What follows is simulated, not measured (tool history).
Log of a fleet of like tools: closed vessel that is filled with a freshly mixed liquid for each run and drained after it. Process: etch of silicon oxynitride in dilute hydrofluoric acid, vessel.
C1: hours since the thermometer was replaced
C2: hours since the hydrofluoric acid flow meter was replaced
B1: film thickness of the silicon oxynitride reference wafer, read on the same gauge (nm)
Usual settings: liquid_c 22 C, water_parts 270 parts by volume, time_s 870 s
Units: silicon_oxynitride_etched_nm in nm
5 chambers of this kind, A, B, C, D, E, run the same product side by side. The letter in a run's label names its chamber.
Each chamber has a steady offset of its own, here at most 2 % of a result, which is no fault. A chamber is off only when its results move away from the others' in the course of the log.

Run 1A, day 0.142: usual settings; C1 532.1; C2 593.3; B1 140.02. Result: silicon_oxynitride_etched_nm 8.0475 nm.
Run 2C, day 0.300: usual settings; C1 267.6; C2 349.9; B1 139.98. Result: silicon_oxynitride_etched_nm 7.9704 nm.
Run 3B, day 0.429: usual settings; C1 1138.6; C2 172.7; B1 139.92. Result: silicon_oxynitride_etched_nm 8.1019 nm.
Run 4E, day 0.558: usual settings; C1 356.1; C2 223.9; B1 139.98. Result: silicon_oxynitride_etched_nm 8.0804 nm.
Run 5D, day 0.746: usual settings; C1 288.1; C2 1169.1; B1 140.00. Result: silicon_oxynitride_etched_nm 8.0162 nm.
Run 6A, day 0.946: usual settings; C1 551.4; C2 612.6; B1 140.00. Result: silicon_oxynitride_etched_nm 8.0710 nm.
Run 7B, day 1.133: usual settings; C1 1155.5; C2 189.6; B1 139.99. Result: silicon_oxynitride_etched_nm 8.1534 nm.
Run 8C, day 1.271: usual settings; C1 290.9; C2 373.2; B1 139.99. Result: silicon_oxynitride_etched_nm 7.8905 nm.
Run 9E, day 1.408: usual settings; C1 376.5; C2 244.3; B1 139.97. Result: silicon_oxynitride_etched_nm 7.9746 nm.
Run 10D, day 1.617: usual settings; C1 309.0; C2 1190.0; B1 140.03. Result: silicon_oxynitride_etched_nm 7.9535 nm.
Run 11A, day 1.800: usual settings; C1 571.9; C2 633.1; B1 139.97. Result: silicon_oxynitride_etched_nm 8.0061 nm.
Run 12E, day 1.962: usual settings; C1 389.8; C2 257.6; B1 139.96. Result: silicon_oxynitride_etched_nm 8.0800 nm.
Run 13B, day 2.125: usual settings; C1 1179.3; C2 213.4; B1 139.98. Result: silicon_oxynitride_etched_nm 8.1723 nm.
Run 14C, day 2.233: usual settings; C1 314.0; C2 396.3; B1 140.00. Result: silicon_oxynitride_etched_nm 7.8899 nm.
Run 15D, day 2.371: usual settings but water_parts 345 parts by volume, time_s 555 s; C1 327.1; C2 1208.1; B1 140.00. Result: silicon_oxynitride_etched_nm 3.8138 nm.
Run 16C, day 2.558: usual settings but water_parts 345 parts by volume, time_s 555 s; C1 321.8; C2 404.1; B1 139.97. Result: silicon_oxynitride_etched_nm 3.6730 nm.
Run 17B, day 2.654: usual settings but water_parts 345 parts by volume, time_s 555 s; C1 1192.0; C2 226.1; B1 140.00. Result: silicon_oxynitride_etched_nm 3.8791 nm.
Run 18E, day 2.804: usual settings but water_parts 345 parts by volume, time_s 555 s; C1 410.0; C2 277.8; B1 139.97. Result: silicon_oxynitride_etched_nm 3.8707 nm.
Run 19A, day 2.925: usual settings but water_parts 345 parts by volume, time_s 555 s; C1 598.9; C2 660.1; B1 140.00. Result: silicon_oxynitride_etched_nm 3.8194 nm.
Run 20D, day 3.112: usual settings but water_parts 200 parts by volume, time_s 395 s; C1 344.9; C2 1225.9; B1 140.02. Result: silicon_oxynitride_etched_nm 5.1096 nm.
Run 21A, day 3.225: usual settings but water_parts 200 parts by volume, time_s 395 s; C1 606.1; C2 667.3; B1 139.98. Result: silicon_oxynitride_etched_nm 5.1080 nm.
Run 22C, day 3.325: usual settings but water_parts 200 parts by volume, time_s 395 s; C1 340.2; C2 422.5; B1 139.96. Result: silicon_oxynitride_etched_nm 5.0170 nm.
Run 23B, day 3.467: usual settings but water_parts 200 parts by volume, time_s 395 s; C1 1211.5; C2 245.6; B1 139.98. Result: silicon_oxynitride_etched_nm 5.1789 nm.
Run 24D, day 3.617: usual settings but water_parts 200 parts by volume, time_s 395 s; C1 357.0; C2 1238.0; B1 140.03. Result: silicon_oxynitride_etched_nm 5.0750 nm.
Run 25E, day 3.721: usual settings; C1 432.0; C2 299.8; B1 140.02. Result: silicon_oxynitride_etched_nm 7.9728 nm.
Run 26A, day 3.842: usual settings; C1 620.9; C2 682.1; B1 140.01. Result: silicon_oxynitride_etched_nm 8.1018 nm.
Run 27D, day 3.950: usual settings; C1 365.0; C2 1246.0; B1 140.02. Result: silicon_oxynitride_etched_nm 7.9823 nm.
Run 28C, day 4.054: usual settings; C1 357.7; C2 440.0; B1 140.07. Result: silicon_oxynitride_etched_nm 7.4073 nm.
Run 29E, day 4.250: usual settings; C1 444.7; C2 312.5; B1 139.97. Result: silicon_oxynitride_etched_nm 8.0613 nm.
Run 30B, day 4.458: usual settings; C1 1235.3; C2 269.4; B1 139.99. Result: silicon_oxynitride_etched_nm 8.1884 nm.
Run 31A, day 4.654: usual settings; C1 640.4; C2 701.6; B1 140.01. Result: silicon_oxynitride_etched_nm 8.0774 nm.
Run 32E, day 4.808: usual settings; C1 458.1; C2 325.9; B1 140.00. Result: silicon_oxynitride_etched_nm 8.0590 nm.
Run 33B, day 4.975: usual settings; C1 1247.7; C2 281.8; B1 140.00. Result: silicon_oxynitride_etched_nm 8.1436 nm.
Run 34D, day 5.158: usual settings; C1 394.0; C2 1275.0; B1 140.03. Result: silicon_oxynitride_etched_nm 8.0135 nm.
Run 35C, day 5.304: usual settings; C1 387.7; C2 470.0; B1 139.97. Result: silicon_oxynitride_etched_nm 7.3177 nm.
Run 36B, day 5.450: usual settings; C1 1259.1; C2 293.2; B1 140.02. Result: silicon_oxynitride_etched_nm 8.0266 nm.
Run 37A, day 5.612: usual settings; C1 663.4; C2 724.6; B1 139.96. Result: silicon_oxynitride_etched_nm 8.0055 nm.

All 5 chambers run these settings next. Forecast each chamber's results:
Run 38A, day 5.762: usual settings but water_parts 345 parts by volume. Result: silicon_oxynitride_etched_nm ?.
Run 38B, day 5.762: usual settings but water_parts 345 parts by volume. Result: silicon_oxynitride_etched_nm ?.
Run 38C, day 5.762: usual settings but water_parts 345 parts by volume. Result: silicon_oxynitride_etched_nm ?.
Run 38D, day 5.762: usual settings but water_parts 345 parts by volume. Result: silicon_oxynitride_etched_nm ?.
Run 38E, day 5.762: usual settings but water_parts 345 parts by volume. Result: silicon_oxynitride_etched_nm ?.

run  silicon_oxynitride_etched_nm
38A                        5.9534
38B                        5.9301
38C                        5.4061
38D                        5.9711
38E                        5.9765
